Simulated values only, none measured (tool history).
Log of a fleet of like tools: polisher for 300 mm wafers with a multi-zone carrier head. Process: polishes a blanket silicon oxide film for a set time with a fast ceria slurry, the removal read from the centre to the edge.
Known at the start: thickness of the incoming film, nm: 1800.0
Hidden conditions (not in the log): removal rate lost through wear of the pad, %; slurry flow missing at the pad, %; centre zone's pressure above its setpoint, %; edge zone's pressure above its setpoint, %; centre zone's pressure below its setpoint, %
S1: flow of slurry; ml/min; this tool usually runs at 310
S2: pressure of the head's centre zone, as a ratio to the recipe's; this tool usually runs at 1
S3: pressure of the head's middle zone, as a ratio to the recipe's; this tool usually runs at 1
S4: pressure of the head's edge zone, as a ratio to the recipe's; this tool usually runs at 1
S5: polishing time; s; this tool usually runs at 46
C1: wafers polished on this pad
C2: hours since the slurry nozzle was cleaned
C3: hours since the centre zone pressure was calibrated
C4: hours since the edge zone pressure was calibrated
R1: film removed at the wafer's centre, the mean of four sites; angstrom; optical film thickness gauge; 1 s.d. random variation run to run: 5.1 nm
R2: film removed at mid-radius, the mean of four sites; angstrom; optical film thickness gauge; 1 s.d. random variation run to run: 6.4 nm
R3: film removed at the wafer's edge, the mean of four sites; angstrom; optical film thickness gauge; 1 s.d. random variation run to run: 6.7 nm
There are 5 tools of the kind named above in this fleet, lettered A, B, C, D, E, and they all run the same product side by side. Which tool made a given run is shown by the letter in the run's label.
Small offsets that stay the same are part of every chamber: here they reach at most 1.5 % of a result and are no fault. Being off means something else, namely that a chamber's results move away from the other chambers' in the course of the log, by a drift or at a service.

| run | hour | S1 | S2 | S3 | S4 | S5 | C1 | C2 | C3 | C4 | R1 | R2 | R3 |
|---|---|---|---|---|---|---|---|---|---|---|---|---|---|
| 1B | 7.9 | 310 | 1 | 1 | 1 | 46 | 544 | 546.3 | 408.6 | 443.9 | 5460.5 | 5425.2 | 5473.5 |
|  | 10.6 | chamber D: worn pad replaced by a new one |
| 2E | 17.2 | 310 | 1 | 1 | 1 | 46 | 357 | 878.1 | 250.5 | 628.7 | 5492 | 5393.4 | 5400.5 |
| 3D | 29.2 | 310 | 1 | 1 | 1 | 46 | 287 | 130.5 | 341 | 515.9 | 5359.3 | 5356.9 | 5304.9 |
|  | 30.1 | chamber C: worn pad replaced by a new one |
|  | 38 | chamber C: slurry nozzle cleaned |
| 4A | 41.9 | 310 | 1 | 1 | 1 | 46 | 776 | 708.2 | 402.4 | 130.4 | 5497.3 | 5478.6 | 5483.6 |
| 5C | 52.3 | 310 | 1 | 1 | 1 | 46 | 342 | 14.3 | 468.9 | 1040.5 | 5386.8 | 5302.7 | 5429.4 |
|  | 57.1 | chamber A: worn pad replaced by a new one |
| 6B | 60.9 | 310 | 1 | 1 | 1 | 46 | 1359 | 599.3 | 461.6 | 496.9 | 5375.5 | 5630 | 5530.8 |
|  | 63.7 | chamber B: worn pad replaced by a new one |
|  | 65.2 | chamber E: worn pad replaced by a new one |
| 7D | 72.6 | 310 | 1 | 1 | 1 | 46 | 954 | 173.9 | 384.4 | 559.3 | 5484.3 | 5422.4 | 5503.7 |
|  | 79.5 | chamber E: slurry nozzle cleaned |
| 8C | 86 | 310 | 0.89 | 1 | 0.92 | 46 | 860 | 48 | 502.6 | 1074.2 | 4809.8 | 5381.3 | 5260.9 |
| 9E | 96.7 | 310 | 0.89 | 1 | 0.92 | 46 | 485 | 17.3 | 330 | 708.2 | 4724.9 | 5433.4 | 5255.3 |
|  | 101.8 | chamber C: worn pad replaced by a new one |
| 10A | 105.6 | 310 | 0.89 | 1 | 0.92 | 46 | 746 | 771.9 | 466.1 | 194.1 | 4795.1 | 5570.8 | 5359.8 |
|  | 111.6 | chamber D: worn pad replaced by a new one |
| 11A | 113.1 | 310 | 0.89 | 1 | 0.92 | 46 | 861 | 779.4 | 473.6 | 201.6 | 4764.2 | 5460.9 | 5200.2 |
| 12E | 123.4 | 310 | 0.89 | 1 | 0.92 | 46 | 896 | 44 | 356.7 | 734.9 | 4792.8 | 5347.9 | 5264.2 |
|  | 126.8 | chamber B: slurry nozzle cleaned |
| 13B | 130.8 | 310 | 1 | 1 | 1 | 46 | 1033 | 4 | 531.5 | 566.8 | 5446.6 | 5506.7 | 5498.5 |
| 14D | 141.6 | 310 | 1 | 1 | 1 | 46 | 461 | 242.9 | 453.4 | 628.3 | 5415.9 | 5411.7 | 5394.4 |
|  | 143.8 | chamber A: worn pad replaced by a new one |
|  | 149.8 | chamber E: worn pad replaced by a new one |
|  | 150.4 | chamber B: worn pad replaced by a new one |
| 15C | 151.5 | 310 | 1 | 1 | 1 | 46 | 765 | 113.5 | 568.1 | 1139.7 | 5626.8 | 5423.2 | 5365.4 |
| 16C | 163.4 | 310 | 1 | 1 | 1 | 46 | 948 | 125.4 | 580 | 1151.6 | 5684.9 | 5455 | 5374.5 |
|  | 168.2 | chamber C: worn pad replaced by a new one |
| 17D | 172.2 | 310 | 1 | 1 | 1 | 46 | 932 | 273.5 | 484 | 658.9 | 5396 | 5308.2 | 5389.2 |
| 18B | 183.6 | 310 | 1 | 1 | 1 | 46 | 511 | 56.8 | 584.3 | 619.6 | 5403.1 | 5605.3 | 5373.8 |
| 19A | 196.3 | 310 | 1 | 1 | 1 | 46 | 808 | 862.6 | 556.8 | 284.8 | 5395.6 | 5468.3 | 5461.7 |
|  | 205.2 | chamber D: worn pad replaced by a new one |
| 20E | 206.5 | 260 | 1 | 1 | 1 | 37 | 873 | 127.1 | 439.8 | 818 | 4328.6 | 4198 | 4380.2 |
|  | 215.2 | chamber A: worn pad replaced by a new one |
| 21C | 215.2 | 260 | 1 | 1 | 1 | 37 | 723 | 177.2 | 631.8 | 1203.4 | 4466 | 4217 | 4355.7 |
|  | 218.4 | chamber A: centre zone pressure recalibrated |
|  | 222.7 | chamber E: worn pad replaced by a new one |
| 22A | 225.4 | 260 | 1 | 1 | 1 | 37 | 157 | 891.7 | 7 | 313.9 | 4220 | 4229.6 | 4259.4 |
| 23E | 233.5 | 260 | 1 | 1 | 1 | 37 | 166 | 154.1 | 466.8 | 845 | 4343.6 | 4168.9 | 4374.4 |
|  | 234.1 | chamber C: edge zone pressure recalibrated |
|  | 239 | chamber B: worn pad replaced by a new one |
| 24B | 245.1 | 260 | 1 | 1 | 1 | 37 | 95 | 118.3 | 645.8 | 681.1 | 4259.7 | 4302 | 4323 |
|  | 253.8 | chamber C: worn pad replaced by a new one |
| 25D | 254.9 | 310 | 1 | 1.07 | 1 | 46 | 765 | 356.2 | 566.7 | 741.6 | 5414.2 | 5699.9 | 5402.5 |
| 26B | 267.8 | 310 | 1 | 1.07 | 1 | 46 | 444 | 141 | 668.5 | 703.8 | 5439.8 | 5818.9 | 5454.6 |
| 27A | 274.1 | 310 | 1 | 1.07 | 1 | 46 | 907 | 940.4 | 55.7 | 362.6 | 5407 | 5739 | 5524.3 |
| 28D | 282 | 310 | 1 | 1.07 | 1 | 46 | 1182 | 383.3 | 593.8 | 768.7 | 5423.5 | 5675.6 | 5468.5 |
|  | 282.5 | chamber A: slurry nozzle cleaned |
|  | 285.1 | chamber A: worn pad replaced by a new one |
| 29C | 291.1 | 310 | 1 | 1.07 | 1 | 46 | 574 | 253.1 | 707.7 | 57.1 | 5721.5 | 5741.3 | 5417.7 |
|  | 293.6 | chamber E: worn pad replaced by a new one |
| 30E | 299.5 | 310 | 1 | 1 | 1 | 46 | 91 | 220.1 | 532.8 | 911 | 5462.1 | 5371.4 | 5404 |
| 31B | 309.2 | 310 | 1 | 1 | 1 | 46 | 1081 | 182.4 | 709.9 | 745.2 | 5381.1 | 5515.5 | 5397.6 |
|  | 313.5 | chamber D: worn pad replaced by a new one |
| 32A | 316.5 | 310 | 1 | 1 | 1 | 46 | 483 | 34 | 98.1 | 405 | 5370.4 | 5416.9 | 5471.7 |
|  | 321.6 | chamber C: worn pad replaced by a new one |
| 33C | 323.8 | 310 | 1 | 0.95 | 1 | 46 | 34 | 285.8 | 740.4 | 89.8 | 5899.1 | 5241 | 5342.1 |
| 34D | 332.4 | 310 | 1 | 0.95 | 1 | 46 | 291 | 433.7 | 644.2 | 819.1 | 5407 | 5148.4 | 5422.7 |
| 35E | 341.7 | 310 | 1 | 0.95 | 1 | 46 | 740 | 262.3 | 575 | 953.2 | 5349.1 | 5060.1 | 5413.1 |
| 36E | 350.2 | 310 | 1 | 0.95 | 1 | 46 | 871 | 270.8 | 583.5 | 961.7 | 5477.9 | 5089.6 | 5415.7 |
| 37A | 359.4 | 310 | 1 | 0.95 | 1 | 46 | 1143 | 76.9 | 141 | 447.9 | 5438.3 | 5223.5 | 5491.4 |
| 38C | 366.7 | 310 | 1 | 1 | 1 | 46 | 694 | 328.7 | 783.3 | 132.7 | 5972.3 | 5388.4 | 5563.5 |
| 39D | 377.1 | 310 | 1 | 1 | 1 | 46 | 978 | 478.4 | 688.9 | 863.8 | 5479.5 | 5318.3 | 5430.3 |

What goes on in this fleet: one chamber off, a drifting gauge, or nothing beyond the chambers' own small offsets? Name the chamber and the cause, if any.

One chamber, C, drifts off from the rest bit by bit.
Likeliest cause: centre zone's pressure above its setpoint, % = 11.

Which of the 4 candidates below, each the usual settings with something changed and its results left as question marks, puts chamber C back in line with what the other chambers give on the usual settings?
Maximum distance from the other chambers' mean on the usual settings for a result to count as in line: R1 180 angstrom; R2 220 angstrom; R3 230 angstrom
| 40C-1 | 387.1 | 305 | 0.92 | 1.02 | 1.02 | 45 |  |  |  |  | ? | ? | ? |
| 40C-2 | 387.1 | 315 | 1.09 | 0.98 | 0.97 | 47 |  |  |  |  | ? | ? | ? |
| 40C-3 | 387.1 | 320 | 1.15 | 0.96 | 0.96 | 47 |  |  |  |  | ? | ? | ? |
| 40C-4 | 387.1 | 300 | 0.87 | 1.03 | 1.04 | 45 |  |  |  |  | ? | ? | ? |

Other chambers, usual settings, mean: R1 5419.3 angstrom; R2 5428.3 angstrom; R3 5452.8 angstrom
| run | R1 | R2 | R3 |
|---|---|---|---|
| 40C-1 | 5380.3 | 5378.4 | 5355.6 |
| 40C-2 | 6793.3 | 5428.1 | 5465.6 |
| 40C-3 | 7211.9 | 5333.5 | 5444.2 |
| 40C-4 | 5047.1 | 5419.4 | 5403.3 |
It is 40C-1 that realigns the chamber with its peers.
